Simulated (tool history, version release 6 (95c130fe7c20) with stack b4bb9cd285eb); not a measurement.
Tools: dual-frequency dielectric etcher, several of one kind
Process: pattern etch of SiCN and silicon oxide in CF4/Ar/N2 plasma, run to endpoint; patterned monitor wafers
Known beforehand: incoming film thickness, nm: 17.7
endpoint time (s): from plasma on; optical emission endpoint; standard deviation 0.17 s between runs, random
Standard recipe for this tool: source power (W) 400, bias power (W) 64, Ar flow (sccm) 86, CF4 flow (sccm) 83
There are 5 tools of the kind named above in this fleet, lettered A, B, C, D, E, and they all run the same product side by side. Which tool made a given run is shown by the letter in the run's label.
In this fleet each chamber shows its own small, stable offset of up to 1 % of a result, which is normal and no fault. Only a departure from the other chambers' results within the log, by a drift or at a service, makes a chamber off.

run,hour,source power (W),bias power (W),Ar flow (sccm),CF4 flow (sccm),endpoint time (s)
# hour 4.4: chamber A: wet clean of the chamber
1E,11.3,400,64,86,83,22.548
# hour 14.8: chamber B: CF4 flow controller replaced
2D,21,400,64,86,83,22.586
3A,30.8,400,64,86,83,22.448
4C,38.3,400,64,86,83,22.722
5B,49.3,400,64,86,101,22.29
6D,61.1,400,64,86,101,22.073
# hour 70.3: chamber C: wet clean of the chamber
7C,74.3,400,64,86,101,22.588
# hour 78: chamber E: wet clean of the chamber
8E,87.4,400,64,86,101,22.548
9B,101,400,64,86,101,22.081
# hour 115.5: chamber D: wet clean of the chamber
10A,115.6,400,71,86,83,21.732
11C,128.9,400,71,86,83,21.917
12E,141.4,400,71,86,83,21.482
13B,147.8,400,71,86,83,21.876
14D,162.2,400,71,86,83,22.075
15A,174.9,400,64,86,83,22.545
16A,183.9,400,64,86,83,22.326
17B,197.9,400,64,86,83,22.757
18E,211,400,64,75,74,22.652
19C,221.8,400,64,75,74,22.967
20D,229,400,64,75,74,22.798
# hour 231: chamber B: wet clean of the chamber
21B,242.8,400,64,75,74,22.647
22C,250.6,400,64,75,74,22.587
23A,263.1,400,64,86,83,22.672
24D,273.4,400,64,86,83,22.466
25E,284.9,400,64,86,83,22.324
26A,298.8,400,64,86,83,23.091
# hour 302.7: chamber C: source power generator calibrated
27B,310.5,400,78,86,83,21.341
28D,317.5,400,78,86,83,21.505
29C,331.3,400,78,86,83,21.783
# hour 336.2: chamber A: bias power generator calibrated
30E,345.8,400,78,86,83,21.459
31A,356,400,78,86,83,21.147
32B,363.1,400,64,86,83,22.834
33D,375.1,400,64,86,83,22.827
34E,387.9,400,64,86,83,22.554
35C,398.2,400,64,86,83,23.03
36D,407.5,400,64,86,83,22.444
37E,416.5,400,64,86,83,22.502
38A,426.7,400,64,86,83,22.574
39C,435.4,400,64,86,83,22.81

Is one chamber out of step, is the gauge drifting, or do the chambers differ by no more than their own small offsets? For an off chamber, give its letter and the likeliest cause.

No chamber stands off beyond its own small offset, and the gauge holds steady.
